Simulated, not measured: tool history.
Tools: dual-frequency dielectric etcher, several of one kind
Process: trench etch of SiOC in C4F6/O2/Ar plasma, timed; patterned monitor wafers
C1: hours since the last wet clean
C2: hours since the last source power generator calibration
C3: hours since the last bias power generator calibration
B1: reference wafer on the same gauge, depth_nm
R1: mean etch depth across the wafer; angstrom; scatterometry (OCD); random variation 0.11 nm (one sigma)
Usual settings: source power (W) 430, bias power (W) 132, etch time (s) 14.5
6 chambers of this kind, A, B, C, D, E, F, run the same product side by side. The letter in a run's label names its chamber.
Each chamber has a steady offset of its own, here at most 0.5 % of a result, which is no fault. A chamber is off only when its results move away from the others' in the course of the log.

run 1D hour=4.6 | source_power_(W)=430 bias_power_(W)=132 etch_time_(s)=14.5 | C1=261.8 C2=366.1 C3=1231.1 | B1=25.991 | R1=283.82
run 2B hour=8.5 | source_power_(W)=430 bias_power_(W)=132 etch_time_(s)=14.5 | C1=346.7 C2=3615.2 C3=3140.5 | B1=25.992 | R1=283.63
run 3F hour=16.4 | source_power_(W)=430 bias_power_(W)=132 etch_time_(s)=14.5 | C1=77.7 C2=860 C3=372.1 | B1=26.002 | R1=282.01
run 4E hour=21.5 | source_power_(W)=430 bias_power_(W)=132 etch_time_(s)=14.5 | C1=261.2 C2=2387.2 C3=3219.7 | B1=26.009 | R1=283.07
run 5C hour=28 | source_power_(W)=430 bias_power_(W)=132 etch_time_(s)=14.5 | C1=356.2 C2=1585.6 C3=1143.9 | B1=25.983 | R1=284.16
run 6A hour=34.8 | source_power_(W)=430 bias_power_(W)=132 etch_time_(s)=14.5 | C1=494.3 C2=3058.5 C3=670.6 | B1=26.012 | R1=281.41
run 7E hour=42.4 | source_power_(W)=460 bias_power_(W)=101 etch_time_(s)=14.5 | C1=282.1 C2=2408.1 C3=3240.6 | B1=25.988 | R1=271.18
-- hour=49.9 chamber C: wet clean of the chamber
run 8F hour=51.1 | source_power_(W)=460 bias_power_(W)=101 etch_time_(s)=14.5 | C1=112.4 C2=894.7 C3=406.8 | B1=25.993 | R1=266.78
run 9A hour=57.7 | source_power_(W)=460 bias_power_(W)=101 etch_time_(s)=14.5 | C1=517.2 C2=3081.4 C3=693.5 | B1=25.989 | R1=267.81
run 10C hour=62.2 | source_power_(W)=460 bias_power_(W)=101 etch_time_(s)=14.5 | C1=12.4 C2=1619.8 C3=1178.1 | B1=25.985 | R1=270.54
run 11B hour=66.8 | source_power_(W)=460 bias_power_(W)=101 etch_time_(s)=14.5 | C1=405 C2=3673.5 C3=3198.8 | B1=26.002 | R1=270.26
run 12D hour=70.6 | source_power_(W)=460 bias_power_(W)=101 etch_time_(s)=14.5 | C1=327.8 C2=432.1 C3=1297.1 | B1=26.023 | R1=269.93
run 13B hour=76.5 | source_power_(W)=400 bias_power_(W)=111 etch_time_(s)=14.5 | C1=414.7 C2=3683.2 C3=3208.5 | B1=26.019 | R1=261.42
run 14C hour=85 | source_power_(W)=400 bias_power_(W)=111 etch_time_(s)=14.5 | C1=35.2 C2=1642.6 C3=1200.9 | B1=25.983 | R1=260.81
run 15D hour=90.4 | source_power_(W)=400 bias_power_(W)=111 etch_time_(s)=14.5 | C1=347.6 C2=451.9 C3=1316.9 | B1=26.001 | R1=260.78
-- hour=92 chamber E: wet clean of the chamber
run 16F hour=96 | source_power_(W)=400 bias_power_(W)=111 etch_time_(s)=14.5 | C1=157.3 C2=939.6 C3=451.7 | B1=25.983 | R1=261.68
-- hour=100.9 chamber B: wet clean of the chamber
run 17A hour=103.3 | source_power_(W)=400 bias_power_(W)=111 etch_time_(s)=14.5 | C1=562.8 C2=3127 C3=739.1 | B1=26.023 | R1=258.93
run 18E hour=109.6 | source_power_(W)=400 bias_power_(W)=111 etch_time_(s)=14.5 | C1=17.7 C2=2475.3 C3=3307.8 | B1=25.991 | R1=260
run 19D hour=117.8 | source_power_(W)=380 bias_power_(W)=117 etch_time_(s)=14.5 | C1=375 C2=479.3 C3=1344.3 | B1=26.006 | R1=260.4
run 20E hour=125.6 | source_power_(W)=380 bias_power_(W)=117 etch_time_(s)=14.5 | C1=33.7 C2=2491.3 C3=3323.8 | B1=26.027 | R1=262.27
run 21F hour=132 | source_power_(W)=380 bias_power_(W)=117 etch_time_(s)=14.5 | C1=193.3 C2=975.6 C3=487.7 | B1=26.025 | R1=258.24
run 22A hour=136.4 | source_power_(W)=380 bias_power_(W)=117 etch_time_(s)=14.5 | C1=595.9 C2=3160.1 C3=772.2 | B1=25.96 | R1=257.76
run 23B hour=141 | source_power_(W)=380 bias_power_(W)=117 etch_time_(s)=14.5 | C1=40.2 C2=3747.7 C3=3273 | B1=26.003 | R1=250.42
run 24C hour=148.7 | source_power_(W)=380 bias_power_(W)=117 etch_time_(s)=14.5 | C1=98.9 C2=1706.3 C3=1264.6 | B1=26.013 | R1=259.6
run 25F hour=156.2 | source_power_(W)=430 bias_power_(W)=132 etch_time_(s)=14.5 | C1=217.5 C2=999.8 C3=511.9 | B1=26.018 | R1=281.13
run 26A hour=163.9 | source_power_(W)=500 bias_power_(W)=151 etch_time_(s)=14.5 | C1=623.4 C2=3187.6 C3=799.7 | B1=26.032 | R1=308.33
run 27D hour=168.1 | source_power_(W)=500 bias_power_(W)=151 etch_time_(s)=14.5 | C1=425.3 C2=529.6 C3=1394.6 | B1=25.989 | R1=312.42
-- hour=168.9 chamber E: bias power generator calibrated
run 28E hour=172.7 | source_power_(W)=500 bias_power_(W)=151 etch_time_(s)=14.5 | C1=80.8 C2=2538.4 C3=3.8 | B1=25.989 | R1=312.52
run 29C hour=178.6 | source_power_(W)=500 bias_power_(W)=151 etch_time_(s)=14.5 | C1=128.8 C2=1736.2 C3=1294.5 | B1=25.995 | R1=310.94
run 30B hour=183.9 | source_power_(W)=500 bias_power_(W)=151 etch_time_(s)=14.5 | C1=83.1 C2=3790.6 C3=3315.9 | B1=26.011 | R1=301.35
-- hour=189.8 chamber A: wet clean of the chamber
run 31C hour=190.8 | source_power_(W)=500 bias_power_(W)=151 etch_time_(s)=14.5 | C1=141 C2=1748.4 C3=1306.7 | B1=26.004 | R1=311.02
run 32D hour=197 | source_power_(W)=430 bias_power_(W)=132 etch_time_(s)=14.5 | C1=454.2 C2=558.5 C3=1423.5 | B1=25.992 | R1=281.66
run 33B hour=202.7 | source_power_(W)=430 bias_power_(W)=132 etch_time_(s)=14.5 | C1=101.9 C2=3809.4 C3=3334.7 | B1=26.014 | R1=274.2
run 34E hour=210.1 | source_power_(W)=430 bias_power_(W)=132 etch_time_(s)=14.5 | C1=118.2 C2=2575.8 C3=41.2 | B1=25.99 | R1=282.33
run 35F hour=218.1 | source_power_(W)=430 bias_power_(W)=132 etch_time_(s)=14.5 | C1=279.4 C2=1061.7 C3=573.8 | B1=25.998 | R1=281.88
run 36A hour=222.1 | source_power_(W)=430 bias_power_(W)=132 etch_time_(s)=14.5 | C1=32.3 C2=3245.8 C3=857.9 | B1=25.976 | R1=279.57
run 37F hour=230.3 | source_power_(W)=430 bias_power_(W)=132 etch_time_(s)=14.5 | C1=291.6 C2=1073.9 C3=586 | B1=25.972 | R1=280.91
run 38E hour=236.6 | source_power_(W)=430 bias_power_(W)=147 etch_time_(s)=14.5 | C1=144.7 C2=2602.3 C3=67.7 | B1=26.031 | R1=293.22
run 39B hour=245.5 | source_power_(W)=430 bias_power_(W)=147 etch_time_(s)=14.5 | C1=144.7 C2=3852.2 C3=3377.5 | B1=25.984 | R1=279.03
run 40A hour=253.8 | source_power_(W)=430 bias_power_(W)=147 etch_time_(s)=14.5 | C1=64 C2=3277.5 C3=889.6 | B1=25.995 | R1=291.11
run 41D hour=257.9 | source_power_(W)=430 bias_power_(W)=147 etch_time_(s)=14.5 | C1=515.1 C2=619.4 C3=1484.4 | B1=26.009 | R1=291.19

Next, every chamber runs the same settings. What will each give?
run 42A hour=264.4 | source_power_(W)=430 bias_power_(W)=132 etch_time_(s)=14.5 | R1=?
run 42B hour=264.4 | source_power_(W)=430 bias_power_(W)=132 etch_time_(s)=14.5 | R1=?
run 42C hour=264.4 | source_power_(W)=430 bias_power_(W)=132 etch_time_(s)=14.5 | R1=?
run 42D hour=264.4 | source_power_(W)=430 bias_power_(W)=132 etch_time_(s)=14.5 | R1=?
run 42E hour=264.4 | source_power_(W)=430 bias_power_(W)=132 etch_time_(s)=14.5 | R1=?
run 42F hour=264.4 | source_power_(W)=430 bias_power_(W)=132 etch_time_(s)=14.5 | R1=?

run=42A R1=279.58
run=42B R1=271.37
run=42C R1=280.91
run=42D R1=280.81
run=42E R1=281.67
run=42F R1=280.93

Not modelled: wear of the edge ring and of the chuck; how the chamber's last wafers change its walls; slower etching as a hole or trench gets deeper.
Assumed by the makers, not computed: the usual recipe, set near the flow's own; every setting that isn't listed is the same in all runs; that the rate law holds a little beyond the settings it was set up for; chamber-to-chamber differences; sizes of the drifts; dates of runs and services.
